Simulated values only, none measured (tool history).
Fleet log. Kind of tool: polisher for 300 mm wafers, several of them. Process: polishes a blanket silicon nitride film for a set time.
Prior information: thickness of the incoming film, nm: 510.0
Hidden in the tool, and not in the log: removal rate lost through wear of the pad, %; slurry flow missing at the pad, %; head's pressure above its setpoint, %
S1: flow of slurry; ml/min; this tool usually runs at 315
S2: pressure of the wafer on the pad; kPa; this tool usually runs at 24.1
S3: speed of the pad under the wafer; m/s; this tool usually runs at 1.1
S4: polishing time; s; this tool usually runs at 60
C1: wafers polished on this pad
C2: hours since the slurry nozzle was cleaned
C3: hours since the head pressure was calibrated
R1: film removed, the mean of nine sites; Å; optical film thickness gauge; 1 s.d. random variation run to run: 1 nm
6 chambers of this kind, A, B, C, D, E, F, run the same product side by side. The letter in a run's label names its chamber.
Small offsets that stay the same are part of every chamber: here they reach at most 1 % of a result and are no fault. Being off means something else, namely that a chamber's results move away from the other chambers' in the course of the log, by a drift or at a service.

{"day": 0.117, "done": "chamber F: worn pad replaced by a new one"}
{"run": "1F", "day": 0.296, "S1": 315, "S2": 24.1, "S3": 1.1, "S4": 60, "C1": 52, "C2": 381, "C3": 852.7, "R1": 1085.7}
{"day": 0.512, "done": "chamber D: worn pad replaced by a new one"}
{"run": "2B", "day": 0.6, "S1": 315, "S2": 24.1, "S3": 1.1, "S4": 60, "C1": 1250, "C2": 153, "C3": 742.9, "R1": 1099.4}
{"day": 0.838, "done": "chamber E: worn pad replaced by a new one"}
{"run": "3E", "day": 0.958, "S1": 315, "S2": 24.1, "S3": 1.1, "S4": 60, "C1": 35, "C2": 502.8, "C3": 76.3, "R1": 1076.3}
{"run": "4C", "day": 1.375, "S1": 315, "S2": 24.1, "S3": 1.1, "S4": 60, "C1": 465, "C2": 388.3, "C3": 83.2, "R1": 1081.8}
{"run": "5D", "day": 1.604, "S1": 315, "S2": 24.1, "S3": 1.1, "S4": 60, "C1": 318, "C2": 336.6, "C3": 377.8, "R1": 1082.4}
{"day": 1.888, "done": "chamber B: worn pad replaced by a new one"}
{"run": "6A", "day": 1.996, "S1": 315, "S2": 24.1, "S3": 1.1, "S4": 60, "C1": 884, "C2": 167.8, "C3": 480.8, "R1": 1076.1}
{"day": 2.375, "done": "chamber C: worn pad replaced by a new one"}
{"run": "7C", "day": 2.45, "S1": 315, "S2": 24.1, "S3": 1.1, "S4": 60, "C1": 22, "C2": 414.1, "C3": 109, "R1": 1078.1}
{"day": 2.667, "done": "chamber A: worn pad replaced by a new one"}
{"run": "8D", "day": 2.921, "S1": 315, "S2": 24.1, "S3": 1.1, "S4": 60, "C1": 702, "C2": 368.2, "C3": 409.4, "R1": 1066.2}
{"day": 3.067, "done": "chamber F: worn pad replaced by a new one"}
{"run": "9B", "day": 3.15, "S1": 315, "S2": 24.1, "S3": 1.1, "S4": 60, "C1": 368, "C2": 214.2, "C3": 804.1, "R1": 1095}
{"day": 3.175, "done": "chamber F: slurry nozzle cleaned"}
{"run": "10A", "day": 3.604, "S1": 315, "S2": 24.1, "S3": 1.1, "S4": 60, "C1": 274, "C2": 206.4, "C3": 519.4, "R1": 1090.9}
{"day": 3.696, "done": "chamber E: worn pad replaced by a new one"}
{"run": "11E", "day": 4.0, "S1": 315, "S2": 24.1, "S3": 1.1, "S4": 60, "C1": 89, "C2": 575.8, "C3": 149.3, "R1": 1067.8}
{"run": "12F", "day": 4.371, "S1": 220, "S2": 24.1, "S3": 0.98, "S4": 60, "C1": 381, "C2": 28.8, "C3": 950.5, "R1": 940.7}
{"day": 4.425, "done": "chamber B: slurry nozzle cleaned"}
{"run": "13B", "day": 4.792, "S1": 220, "S2": 24.1, "S3": 0.98, "S4": 60, "C1": 847, "C2": 8.9, "C3": 843.5, "R1": 958.39}
{"run": "14C", "day": 5.025, "S1": 220, "S2": 24.1, "S3": 0.98, "S4": 60, "C1": 773, "C2": 475.9, "C3": 170.8, "R1": 966.72}
{"day": 5.317, "done": "chamber C: worn pad replaced by a new one"}
{"run": "15D", "day": 5.496, "S1": 220, "S2": 24.1, "S3": 0.98, "S4": 60, "C1": 1453, "C2": 430, "C3": 471.2, "R1": 943.97}
{"day": 5.558, "done": "chamber D: worn pad replaced by a new one"}
{"run": "16F", "day": 5.708, "S1": 220, "S2": 24.1, "S3": 0.98, "S4": 60, "C1": 771, "C2": 60.9, "C3": 982.6, "R1": 936.65}
{"day": 5.896, "done": "chamber F: worn pad replaced by a new one"}
{"run": "17A", "day": 5.942, "S1": 220, "S2": 24.1, "S3": 0.98, "S4": 60, "C1": 956, "C2": 262.5, "C3": 575.5, "R1": 941.11}
{"run": "18E", "day": 6.3, "S1": 315, "S2": 24.1, "S3": 1.1, "S4": 60, "C1": 760, "C2": 631, "C3": 204.5, "R1": 1073}
{"day": 6.408, "done": "chamber A: worn pad replaced by a new one"}
{"day": 6.429, "done": "chamber B: worn pad replaced by a new one"}
{"run": "19A", "day": 6.583, "S1": 315, "S2": 24.1, "S3": 1.1, "S4": 60, "C1": 51, "C2": 277.9, "C3": 590.9, "R1": 1086.6}
{"day": 6.767, "done": "chamber B: head pressure recalibrated"}
{"day": 6.783, "done": "chamber E: worn pad replaced by a new one"}
{"run": "20B", "day": 6.833, "S1": 315, "S2": 24.1, "S3": 1.1, "S4": 60, "C1": 117, "C2": 57.9, "C3": 1.6, "R1": 1097.9}
{"run": "21D", "day": 7.229, "S1": 315, "S2": 24.1, "S3": 1.1, "S4": 69, "C1": 487, "C2": 471.6, "C3": 512.8, "R1": 1234.3}
{"run": "22E", "day": 7.517, "S1": 315, "S2": 24.1, "S3": 1.1, "S4": 69, "C1": 214, "C2": 660.2, "C3": 233.7, "R1": 1228.4}
{"day": 7.671, "done": "chamber D: head pressure recalibrated"}
{"run": "23F", "day": 7.75, "S1": 315, "S2": 24.1, "S3": 1.1, "S4": 69, "C1": 541, "C2": 109.9, "C3": 1031.6, "R1": 1224}
{"run": "24C", "day": 8.133, "S1": 315, "S2": 24.1, "S3": 1.1, "S4": 69, "C1": 822, "C2": 550.5, "C3": 245.4, "R1": 1254.5}
{"day": 8.304, "done": "chamber C: worn pad replaced by a new one"}
{"day": 8.317, "done": "chamber D: slurry nozzle cleaned"}
{"run": "25E", "day": 8.546, "S1": 315, "S2": 24.1, "S3": 1.1, "S4": 69, "C1": 514, "C2": 684.9, "C3": 258.4, "R1": 1226.2}
{"run": "26C", "day": 8.775, "S1": 315, "S2": 24.1, "S3": 1.1, "S4": 69, "C1": 138, "C2": 565.9, "C3": 260.8, "R1": 1246.9}
{"day": 8.992, "done": "chamber F: worn pad replaced by a new one"}
{"run": "27B", "day": 9.046, "S1": 315, "S2": 24.1, "S3": 1.1, "S4": 60, "C1": 763, "C2": 111, "C3": 54.7, "R1": 1083.3}
{"run": "28A", "day": 9.375, "S1": 315, "S2": 24.1, "S3": 1.1, "S4": 60, "C1": 865, "C2": 344.9, "C3": 657.9, "R1": 1101.6}
{"day": 9.542, "done": "chamber D: worn pad replaced by a new one"}
{"day": 9.7, "done": "chamber A: worn pad replaced by a new one"}
{"run": "29D", "day": 9.788, "S1": 315, "S2": 31.7, "S3": 1.1, "S4": 70, "C1": 71, "C2": 35.3, "C3": 50.9, "R1": 1678.3}
{"day": 10.004, "done": "chamber E: worn pad replaced by a new one"}
{"run": "30F", "day": 10.133, "S1": 315, "S2": 31.7, "S3": 1.1, "S4": 70, "C1": 333, "C2": 167.1, "C3": 1088.8, "R1": 1660.1}
{"run": "31F", "day": 10.575, "S1": 315, "S2": 31.7, "S3": 1.1, "S4": 70, "C1": 462, "C2": 177.7, "C3": 1099.4, "R1": 1652.1}
{"run": "32C", "day": 11.012, "S1": 315, "S2": 31.7, "S3": 1.1, "S4": 70, "C1": 790, "C2": 619.6, "C3": 314.5, "R1": 1662.8}
{"run": "33D", "day": 11.488, "S1": 315, "S2": 31.7, "S3": 1.1, "S4": 70, "C1": 567, "C2": 76.1, "C3": 91.7, "R1": 1632.5}
{"day": 11.512, "done": "chamber B: worn pad replaced by a new one"}
{"run": "34B", "day": 11.829, "S1": 315, "S2": 31.7, "S3": 1.1, "S4": 70, "C1": 93, "C2": 177.8, "C3": 121.5, "R1": 1659.7}
{"run": "35E", "day": 12.175, "S1": 315, "S2": 24.1, "S3": 1.1, "S4": 60, "C1": 633, "C2": 772, "C3": 345.5, "R1": 1096.1}
{"run": "36A", "day": 12.604, "S1": 315, "S2": 24.1, "S3": 1.1, "S4": 60, "C1": 847, "C2": 422.4, "C3": 735.4, "R1": 1091.3}
{"day": 12.946, "done": "chamber A: slurry nozzle cleaned"}
{"run": "37D", "day": 12.975, "S1": 375, "S2": 26.9, "S3": 1.1, "S4": 60, "C1": 1001, "C2": 111.8, "C3": 127.4, "R1": 1212.2}
{"run": "38A", "day": 13.212, "S1": 375, "S2": 26.9, "S3": 1.1, "S4": 60, "C1": 1024, "C2": 6.4, "C3": 750, "R1": 1233.8}
{"day": 13.5, "done": "chamber B: slurry nozzle cleaned"}
{"run": "39B", "day": 13.612, "S1": 375, "S2": 26.9, "S3": 1.1, "S4": 60, "C1": 613, "C2": 2.7, "C3": 164.3, "R1": 1221.6}

Is one chamber off against the others, does the gauge drift, or is nothing wrong? If a chamber is off, say which, and what the likeliest cause is.

No chamber stands off beyond its own small offset, and the gauge holds steady.

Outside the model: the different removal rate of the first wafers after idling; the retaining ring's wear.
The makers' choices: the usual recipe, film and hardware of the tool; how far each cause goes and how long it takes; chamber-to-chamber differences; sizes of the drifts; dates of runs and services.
